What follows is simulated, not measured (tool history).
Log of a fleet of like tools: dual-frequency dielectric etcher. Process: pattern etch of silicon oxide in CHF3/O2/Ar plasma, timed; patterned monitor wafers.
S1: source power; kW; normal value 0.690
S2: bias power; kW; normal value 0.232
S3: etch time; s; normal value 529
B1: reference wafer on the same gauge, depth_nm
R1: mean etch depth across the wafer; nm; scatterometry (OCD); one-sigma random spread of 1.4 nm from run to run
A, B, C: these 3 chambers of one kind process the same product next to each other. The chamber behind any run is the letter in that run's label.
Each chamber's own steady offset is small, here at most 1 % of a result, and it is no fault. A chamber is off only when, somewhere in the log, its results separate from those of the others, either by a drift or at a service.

run,hour,S1,S2,S3,B1,R1
1C,8.8,0.690,0.232,529,1260.1,1202.1
2B,19.0,0.690,0.232,529,1259.6,1196.9
3A,33.0,0.690,0.232,529,1259.0,1208.4
4A,41.2,0.690,0.232,529,1259.5,1208.4
5C,49.9,0.690,0.232,529,1259.2,1202.3
6B,58.6,0.690,0.232,529,1259.4,1195.4
7C,66.7,0.690,0.232,529,1258.8,1202.0
8A,76.5,0.690,0.232,529,1259.0,1205.7
9B,85.3,0.690,0.232,529,1258.8,1196.7
10A,98.8,0.690,0.232,529,1258.6,1204.7
11C,111.4,0.690,0.232,529,1258.1,1201.7
12B,118.4,0.690,0.232,529,1258.4,1197.2
13A,130.9,0.690,0.232,529,1258.1,1203.2
14C,143.0,0.690,0.252,529,1258.2,1235.6
15B,157.1,0.690,0.252,529,1257.7,1228.7
16A,166.2,0.690,0.252,529,1258.1,1241.2
17C,178.3,0.690,0.232,529,1257.6,1204.2
# hour 183.8: chamber B: wet clean of the chamber
18B,188.3,0.790,0.232,652,1257.6,1551.3
19C,195.5,0.790,0.232,652,1257.0,1555.4
20A,210.6,0.790,0.232,652,1257.2,1564.3
# hour 219.5: chamber C: wet clean of the chamber
21B,222.9,0.690,0.232,529,1257.0,1196.3
22B,230.7,0.690,0.232,529,1257.1,1195.4
23C,239.7,0.690,0.232,529,1256.5,1199.2
24A,248.6,0.840,0.188,529,1256.9,1209.4
25C,257.4,0.840,0.188,529,1256.6,1205.0
26B,271.0,0.840,0.188,529,1256.1,1198.5
27A,278.0,0.690,0.232,529,1256.4,1203.8
28A,286.7,0.690,0.232,529,1256.1,1203.6
29C,298.4,0.800,0.232,529,1256.0,1268.7
30B,307.0,0.800,0.232,529,1256.0,1264.2
# hour 309.5: chamber A: wet clean of the chamber
31B,319.2,0.800,0.232,529,1255.6,1263.9
32C,330.0,0.690,0.232,529,1255.4,1200.4
33A,341.8,0.690,0.232,529,1255.3,1204.5
34A,349.2,0.690,0.232,529,1255.4,1202.7
35C,362.1,0.690,0.232,529,1255.4,1198.0
36B,374.4,0.690,0.232,529,1255.2,1194.5
37A,390.0,0.690,0.232,529,1254.5,1202.6
38B,403.1,0.690,0.232,529,1254.9,1194.1
39C,416.0,0.690,0.232,529,1254.0,1197.6
40C,425.0,0.690,0.232,529,1254.1,1200.4
41A,436.7,0.690,0.232,529,1254.3,1199.8

All 3 chambers run these settings next. Forecast each chamber's results:
42A,448.1,0.690,0.232,529,,?
42B,448.1,0.690,0.232,529,,?
42C,448.1,0.690,0.232,529,,?

run,R1
42A,1200.4
42B,1192.9
42C,1198.9

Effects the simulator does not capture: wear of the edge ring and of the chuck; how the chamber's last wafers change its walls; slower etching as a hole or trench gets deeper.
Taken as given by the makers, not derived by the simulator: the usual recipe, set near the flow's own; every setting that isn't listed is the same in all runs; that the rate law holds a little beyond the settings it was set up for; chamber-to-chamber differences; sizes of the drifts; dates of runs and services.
